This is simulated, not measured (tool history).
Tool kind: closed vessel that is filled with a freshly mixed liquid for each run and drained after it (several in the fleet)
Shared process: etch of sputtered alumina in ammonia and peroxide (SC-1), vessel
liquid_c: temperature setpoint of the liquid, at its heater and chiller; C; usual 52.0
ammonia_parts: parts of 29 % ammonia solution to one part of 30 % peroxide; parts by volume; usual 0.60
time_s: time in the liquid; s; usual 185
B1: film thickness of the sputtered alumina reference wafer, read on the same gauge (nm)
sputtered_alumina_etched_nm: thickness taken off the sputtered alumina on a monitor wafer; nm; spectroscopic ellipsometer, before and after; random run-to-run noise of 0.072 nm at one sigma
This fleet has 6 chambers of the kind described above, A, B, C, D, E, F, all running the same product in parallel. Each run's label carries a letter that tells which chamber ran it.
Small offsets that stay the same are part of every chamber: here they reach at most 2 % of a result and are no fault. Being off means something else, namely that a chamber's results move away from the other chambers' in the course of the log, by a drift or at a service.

Run 1F, day 0.204: usual settings; B1 100.030. Result: sputtered_alumina_etched_nm 14.0690 nm.
At day 0.225: chamber C: new drum of ammonia solution connected.
Run 2C, day 0.483: usual settings; B1 100.000. Result: sputtered_alumina_etched_nm 14.0240 nm.
Run 3A, day 0.750: usual settings; B1 100.020. Result: sputtered_alumina_etched_nm 13.9300 nm.
Run 4B, day 1.004: usual settings; B1 100.000. Result: sputtered_alumina_etched_nm 13.9090 nm.
At day 1.071: chamber F: new drum of ammonia solution connected.
Run 5E, day 1.179: usual settings; B1 99.991. Result: sputtered_alumina_etched_nm 13.9790 nm.
Run 6D, day 1.400: usual settings; B1 100.000. Result: sputtered_alumina_etched_nm 13.7570 nm.
Run 7B, day 1.708: usual settings; B1 99.993. Result: sputtered_alumina_etched_nm 13.8330 nm.
Run 8A, day 1.938: usual settings but ammonia_parts 0.70 parts by volume; B1 99.997. Result: sputtered_alumina_etched_nm 14.0710 nm.
Run 9E, day 2.138: usual settings but ammonia_parts 0.70 parts by volume; B1 100.010. Result: sputtered_alumina_etched_nm 14.1720 nm.
Run 10F, day 2.425: usual settings but ammonia_parts 0.70 parts by volume; B1 100.020. Result: sputtered_alumina_etched_nm 14.3850 nm.
Run 11D, day 2.683: usual settings but ammonia_parts 0.70 parts by volume; B1 100.010. Result: sputtered_alumina_etched_nm 13.9190 nm.
Run 12C, day 2.879: usual settings but ammonia_parts 0.70 parts by volume; B1 100.010. Result: sputtered_alumina_etched_nm 14.2410 nm.
Run 13B, day 3.167: usual settings but ammonia_parts 0.70 parts by volume; B1 100.000. Result: sputtered_alumina_etched_nm 13.9750 nm.
Run 14C, day 3.488: usual settings; B1 99.973. Result: sputtered_alumina_etched_nm 14.0650 nm.
Run 15E, day 3.688: usual settings; B1 100.030. Result: sputtered_alumina_etched_nm 14.0270 nm.
Run 16D, day 3.829: usual settings; B1 100.010. Result: sputtered_alumina_etched_nm 13.7720 nm.
Run 17F, day 4.004: usual settings but liquid_c 56.5 C, time_s 260 s; B1 100.010. Result: sputtered_alumina_etched_nm 24.7370 nm.
Run 18A, day 4.292: usual settings but liquid_c 56.5 C, time_s 260 s; B1 100.010. Result: sputtered_alumina_etched_nm 24.8010 nm.
Run 19B, day 4.583: usual settings but liquid_c 56.5 C, time_s 260 s; B1 100.010. Result: sputtered_alumina_etched_nm 24.8230 nm.
Run 20A, day 4.867: usual settings but liquid_c 56.5 C, time_s 260 s; B1 100.000. Result: sputtered_alumina_etched_nm 24.8440 nm.
At day 4.946: chamber A: new drum of ammonia solution connected.
Run 21E, day 5.062: usual settings but liquid_c 56.5 C, time_s 260 s; B1 100.010. Result: sputtered_alumina_etched_nm 24.8310 nm.
Run 22F, day 5.246: usual settings but liquid_c 56.5 C, time_s 260 s; B1 99.997. Result: sputtered_alumina_etched_nm 24.2550 nm.
At day 5.408: chamber E: new drum of ammonia solution connected.
Run 23C, day 5.492: usual settings; B1 100.020. Result: sputtered_alumina_etched_nm 13.8920 nm.
Run 24D, day 5.771: usual settings; B1 100.010. Result: sputtered_alumina_etched_nm 13.7540 nm.
Run 25E, day 5.983: usual settings; B1 100.010. Result: sputtered_alumina_etched_nm 13.9500 nm.
Run 26B, day 6.175: usual settings; B1 100.010. Result: sputtered_alumina_etched_nm 13.7900 nm.
Run 27F, day 6.354: usual settings; B1 100.020. Result: sputtered_alumina_etched_nm 13.4930 nm.
Run 28D, day 6.583: usual settings; B1 100.010. Result: sputtered_alumina_etched_nm 13.6350 nm.
Run 29C, day 6.754: usual settings; B1 99.995. Result: sputtered_alumina_etched_nm 13.9860 nm.
Run 30A, day 7.012: usual settings but ammonia_parts 0.75 parts by volume; B1 100.010. Result: sputtered_alumina_etched_nm 14.2180 nm.
Run 31C, day 7.242: usual settings but ammonia_parts 0.75 parts by volume; B1 100.000. Result: sputtered_alumina_etched_nm 14.2920 nm.
Run 32B, day 7.425: usual settings but ammonia_parts 0.75 parts by volume; B1 100.000. Result: sputtered_alumina_etched_nm 14.0050 nm.
Run 33A, day 7.612: usual settings but ammonia_parts 0.75 parts by volume; B1 100.000. Result: sputtered_alumina_etched_nm 14.2480 nm.
Run 34E, day 7.758: usual settings but ammonia_parts 0.75 parts by volume; B1 99.999. Result: sputtered_alumina_etched_nm 14.2100 nm.
Run 35D, day 8.067: usual settings but ammonia_parts 0.75 parts by volume; B1 100.010. Result: sputtered_alumina_etched_nm 13.9380 nm.
Run 36F, day 8.362: usual settings; B1 100.000. Result: sputtered_alumina_etched_nm 13.1940 nm.
Run 37E, day 8.662: usual settings; B1 100.020. Result: sputtered_alumina_etched_nm 13.9460 nm.
Run 38D, day 8.967: usual settings; B1 100.000. Result: sputtered_alumina_etched_nm 13.6970 nm.

Which is it: a chamber that has drifted or been left off by a service, a gauge drift common to all chambers, or only each chamber's usual small offset? If a chamber is off, name it and its likeliest cause.

Little by little, chamber F moves away from the other chambers.
What lies behind it: liquid colder than its thermometer reads (K) = 1.28.

Below are 4 candidate recipes for chamber F's next run, each the usual settings with a change, their results shown as question marks. Which of them brings F's results back in line with what the other chambers give on the usual settings?
In line means no further than this from the other chambers' mean on the usual settings: sputtered_alumina_etched_nm 0.2500 nm
Run 39F-1, day 9.196: usual settings but time_s 195 s. Result: sputtered_alumina_etched_nm ?.
Run 39F-2, day 9.196: usual settings but liquid_c 51.0 C. Result: sputtered_alumina_etched_nm ?.
Run 39F-3, day 9.196: usual settings but time_s 190 s. Result: sputtered_alumina_etched_nm ?.
Run 39F-4, day 9.196: usual settings but liquid_c 51.5 C. Result: sputtered_alumina_etched_nm ?.

Usual-settings mean across the other chambers: sputtered_alumina_etched_nm 13.8760 nm
  run  sputtered_alumina_etched_nm
39F-1                      13.8150
39F-2                      12.4200
39F-3                      13.4610
39F-4                      12.7590
39F-1 puts the chamber back in line with the other chambers.
